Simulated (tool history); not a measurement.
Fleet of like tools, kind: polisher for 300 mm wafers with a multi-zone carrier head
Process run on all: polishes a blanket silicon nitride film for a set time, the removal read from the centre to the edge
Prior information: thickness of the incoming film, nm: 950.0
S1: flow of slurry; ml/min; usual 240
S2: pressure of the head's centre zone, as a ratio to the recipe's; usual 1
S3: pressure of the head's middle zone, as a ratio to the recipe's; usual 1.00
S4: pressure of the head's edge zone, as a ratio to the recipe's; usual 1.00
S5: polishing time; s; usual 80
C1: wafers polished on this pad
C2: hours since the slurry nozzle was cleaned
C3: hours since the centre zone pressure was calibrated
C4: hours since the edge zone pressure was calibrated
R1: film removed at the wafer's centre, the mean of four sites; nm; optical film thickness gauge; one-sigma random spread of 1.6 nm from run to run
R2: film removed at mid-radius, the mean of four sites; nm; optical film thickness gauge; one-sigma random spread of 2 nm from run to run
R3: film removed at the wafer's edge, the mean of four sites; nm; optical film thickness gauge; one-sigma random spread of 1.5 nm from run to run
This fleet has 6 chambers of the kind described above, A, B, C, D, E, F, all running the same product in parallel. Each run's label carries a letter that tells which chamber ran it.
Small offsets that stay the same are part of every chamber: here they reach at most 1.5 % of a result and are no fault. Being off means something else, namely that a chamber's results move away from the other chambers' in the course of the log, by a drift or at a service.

run,hour,S1,S2,S3,S4,S5,C1,C2,C3,C4,R1,R2,R3
1E,12.4,240,1,1.00,1.00,80,1104,272.0,350.4,947.8,162.59,167.65,160.72
2D,21.3,240,1,1.00,1.00,80,170,417.4,310.3,919.2,166.39,161.69,163.63
3A,30.2,240,1,1.00,1.00,80,346,125.4,367.1,912.0,160.10,160.64,159.86
# hour 35.0: chamber B: worn pad replaced by a new one
4C,39.5,240,1,1.00,1.00,80,645,266.8,283.1,97.6,164.78,163.69,163.62
5F,45.4,240,1,1.00,1.00,80,938,238.9,1253.1,226.3,161.09,162.79,161.92
# hour 49.0: chamber D: slurry nozzle cleaned
6B,52.7,240,1,0.90,1.00,100,108,675.2,594.5,562.3,206.59,188.99,201.76
# hour 53.2: chamber E: worn pad replaced by a new one
7E,59.8,240,1,0.90,1.00,100,40,319.4,397.8,995.2,209.16,186.57,201.13
8F,68.1,240,1,0.90,1.00,100,1076,261.6,1275.8,249.0,200.20,183.54,200.89
# hour 71.7: chamber B: slurry nozzle cleaned
9A,78.4,240,1,0.90,1.00,100,639,173.6,415.3,960.2,200.76,182.91,205.98
# hour 89.9: chamber F: worn pad replaced by a new one
10C,90.7,240,1,0.90,1.00,100,957,318.0,334.3,148.8,202.60,187.06,204.34
11B,102.7,240,1,0.90,1.00,100,412,31.1,644.5,612.3,202.21,186.85,205.15
# hour 106.6: chamber D: centre zone pressure recalibrated
12D,111.8,240,1,1.00,1.00,80,721,62.9,5.2,1009.7,164.44,162.89,164.90
13E,117.7,190,1,1.00,1.00,96,392,377.3,455.7,1053.1,189.81,189.48,194.11
14F,124.7,190,1,1.00,1.00,96,212,318.2,1332.4,305.6,185.65,187.33,194.07
15D,135.6,190,1,1.00,1.00,96,866,86.7,29.0,1033.5,188.57,187.12,192.62
16C,145.2,190,1,1.00,1.00,96,1288,372.5,388.8,203.3,187.28,187.27,188.55
17B,156.9,190,1,1.00,1.00,96,742,85.3,698.7,666.5,190.96,192.28,189.29
# hour 165.4: chamber E: slurry nozzle cleaned
18A,168.6,190,1,1.00,1.00,96,1188,263.8,505.5,1050.4,186.06,187.37,189.42
# hour 170.8: chamber F: centre zone pressure recalibrated
19D,178.0,240,1,1.00,1.00,80,1124,129.1,71.4,1075.9,164.53,162.37,164.20
20A,186.2,240,1,1.00,1.00,80,1295,281.4,523.1,1068.0,160.85,163.42,161.94
# hour 194.7: chamber A: worn pad replaced by a new one
21C,197.4,240,1,1.00,1.00,80,1606,424.7,441.0,255.5,159.17,161.27,160.40
# hour 197.5: chamber C: centre zone pressure recalibrated
22B,204.5,240,1,1.00,1.05,100,1032,132.9,746.3,714.1,204.13,208.05,210.67
23F,213.7,240,1,1.00,1.05,100,753,407.2,43.0,394.6,203.61,201.05,206.67
24E,225.4,240,1,1.00,1.05,100,1048,60.0,563.4,1160.8,203.51,206.92,211.78
25B,231.7,240,1,1.00,1.05,100,1197,160.1,773.5,741.3,202.21,204.66,209.04
# hour 240.5: chamber E: worn pad replaced by a new one
26E,241.7,240,1,1.00,1.05,100,7,76.3,579.7,1177.1,207.19,205.07,209.73
# hour 243.3: chamber E: edge zone pressure recalibrated
# hour 251.3: chamber A: slurry nozzle cleaned
# hour 252.7: chamber D: worn pad replaced by a new one
27F,253.1,240,1,1.00,1.05,100,993,446.6,82.4,434.0,200.99,200.38,207.85
28C,264.7,240,1,1.00,1.00,80,2016,492.0,67.3,322.8,153.73,154.50,158.49
# hour 270.8: chamber B: worn pad replaced by a new one
29A,272.2,240,1,1.00,1.00,80,472,20.9,609.1,1154.0,161.77,160.48,163.72
30D,284.3,240,1,1.00,1.00,80,192,235.4,177.7,1182.2,165.41,163.65,162.56
31C,293.8,240,1,1.00,1.00,80,2193,521.1,96.4,351.9,158.02,154.64,160.17
32E,302.7,240,1,1.00,1.00,98,378,137.3,640.7,59.4,199.05,200.87,196.14
33A,313.1,240,1,1.00,1.00,98,721,61.8,650.0,1194.9,196.90,201.48,197.96
34F,322.3,240,1,1.00,1.00,98,1414,515.8,151.6,503.2,197.74,198.80,198.24
35B,333.1,240,1,1.00,1.00,98,379,261.5,874.9,842.7,198.05,201.31,200.84
36D,343.9,240,1,1.00,1.00,98,555,295.0,237.3,1241.8,201.30,200.40,195.84
# hour 348.8: chamber F: worn pad replaced by a new one
37A,354.9,240,1,1.00,1.00,98,975,103.6,691.8,1236.7,202.66,198.32,198.25
38E,363.3,240,1,1.00,1.00,80,747,197.9,701.3,120.0,163.48,166.02,164.77
# hour 369.1: chamber C: edge zone pressure recalibrated
39D,370.6,240,1,1.05,1.00,80,717,321.7,264.0,1268.5,162.32,170.30,161.70
40C,379.5,240,1,1.05,1.00,80,2714,606.8,182.1,10.5,155.30,161.01,156.11
# hour 389.5: chamber F: slurry nozzle cleaned
41B,390.2,240,1,1.05,1.00,80,726,318.6,932.0,899.8,164.01,171.83,163.17
42F,398.2,240,1,1.05,1.00,80,300,8.7,227.5,579.1,160.20,171.83,162.99

The same settings go to every chamber for the next run, one line per chamber below. Forecast the results for each:
43A,407.3,240,1,1.00,1.00,80,,,,,?,?,?
43B,407.3,240,1,1.00,1.00,80,,,,,?,?,?
43C,407.3,240,1,1.00,1.00,80,,,,,?,?,?
43D,407.3,240,1,1.00,1.00,80,,,,,?,?,?
43E,407.3,240,1,1.00,1.00,80,,,,,?,?,?
43F,407.3,240,1,1.00,1.00,80,,,,,?,?,?

run,R1,R2,R3
43A,164.75,165.28,159.35
43B,163.54,166.23,164.34
43C,154.22,153.27,156.49
43D,164.21,164.25,164.13
43E,162.96,162.95,163.68
43F,159.91,164.84,162.69
